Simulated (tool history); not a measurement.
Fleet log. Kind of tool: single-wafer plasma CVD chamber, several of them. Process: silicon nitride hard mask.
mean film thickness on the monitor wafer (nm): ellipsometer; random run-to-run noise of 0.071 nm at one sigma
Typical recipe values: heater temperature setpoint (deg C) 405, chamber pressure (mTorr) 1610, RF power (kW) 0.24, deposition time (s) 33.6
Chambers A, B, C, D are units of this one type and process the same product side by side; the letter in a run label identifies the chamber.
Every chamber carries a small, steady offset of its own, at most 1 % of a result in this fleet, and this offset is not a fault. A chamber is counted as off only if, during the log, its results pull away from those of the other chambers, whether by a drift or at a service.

run   hour  heater temperature setpoint (deg C)  chamber pressure (mTorr)  RF power (kW)  deposition time (s)  read-back reference wafer on the same gauge, thickness_nm  mean film thickness on the monitor wafer (nm)
 1C    6.3                                  405                      1610           0.24                 33.6                                                     33.201                                         32.872
 2A     12                                  405                      1610           0.24                 33.6                                                     33.193                                         33.007
 3D   18.3                                  405                      1610           0.24                 33.6                                                     33.188                                         33.309
 4B   22.5                                  405                      1610           0.24                 33.6                                                      33.19                                          32.94
 5C   30.8                                  405                      1610           0.24                 33.6                                                     33.185                                         32.885
 6B   36.2                                  405                      1350           0.24                 33.6                                                     33.196                                          31.52
 7D     44                                  405                      1350           0.24                 33.6                                                     33.202                                          31.75
 8A   51.5                                  405                      1350           0.24                 33.6                                                     33.193                                          31.38
 9C   58.7                                  405                      1350           0.24                 33.6                                                     33.219                                         31.236
10D   66.7                                  405                      1610           0.24                 33.6                                                     33.201                                         33.434
11B   71.5                                  396                      1610           0.24                 37.7                                                     33.208                                         37.122
12A   76.1                                  396                      1610           0.24                 37.7                                                     33.186                                         37.133
13D   82.4                                  396                      1610           0.24                 37.7                                                      33.19                                         37.681
14B   89.3                                  396                      1610           0.24                 37.7                                                     33.192                                         37.334
15A   96.5                                  405                      1610           0.24                 33.6                                                     33.206                                         33.151
16C  103.2                                  405                      1610           0.24                 33.6                                                     33.198                                         32.818
17C  107.7                                  405                      1610          0.215                 36.7                                                     33.212                                         33.111
18A  116.1                                  405                      1610          0.215                 36.7                                                     33.199                                         33.236
19D  122.7                                  405                      1610          0.215                 36.7                                                     33.177                                         33.879
20B  128.6                                  405                      1610          0.215                 36.7                                                     33.204                                         33.155
21C  136.3                                  405                      1610           0.24                 33.6                                                     33.182                                         32.658
22D    144                                  405                      1610           0.24                 33.6                                                     33.204                                         33.407
23B    151                                  405                      1610           0.24                 33.6                                                     33.209                                          32.97
24A  159.2                                  405                      1610           0.24                 33.6                                                     33.221                                         32.968
25B  165.5                                  413                      1610           0.24                 33.6                                                     33.211                                         32.902
       169  -- chamber D: thermocouple changed; heater temperature recalibrated
26A  170.5                                  413                      1610           0.24                 33.6                                                     33.197                                         32.848
27D  174.4                                  413                      1610           0.24                 33.6                                                     33.196                                         33.305
28C  181.8                                  413                      1610           0.24                 33.6                                                     33.188                                         32.227
29B  186.8                                  405                      1610           0.24                 33.6                                                     33.198                                         33.083
30C  193.1                                  405                      1610           0.24                 33.6                                                     33.205                                         32.356
31A  200.4                                  405                      1610           0.24                 33.6                                                     33.209                                         32.973
32D  208.5                                  405                      1610           0.24                 33.6                                                     33.211                                         33.383
33A  216.9                                  405                      1610           0.24                 33.6                                                     33.216                                         33.023
34B  223.2                                  405                      1610           0.24                 33.6                                                     33.224                                         32.936
35C  227.6                                  405                      1610           0.24                 33.6                                                     33.182                                         32.237
36D  233.9                                  405                      1610           0.24                 33.6                                                     33.197                                         33.557
37D  240.3                                  405                      1610           0.24                 33.6                                                     33.197                                         33.328
38B  245.7                                  405                      1810           0.24                 33.6                                                     33.183                                             34

Next, all 4 chambers run the settings below, one line each with question marks for the results. What does each chamber give?
39A  251.8                                  405                      1610           0.22                 33.6                                                                                                         ?
39B  251.8                                  405                      1610           0.22                 33.6                                                                                                         ?
39C  251.8                                  405                      1610           0.22                 33.6                                                                                                         ?
39D  251.8                                  405                      1610           0.22                 33.6                                                                                                         ?

run  mean film thickness on the monitor wafer (nm)
39A                                         30.947
39B                                         30.849
39C                                         30.067
39D                                         31.247
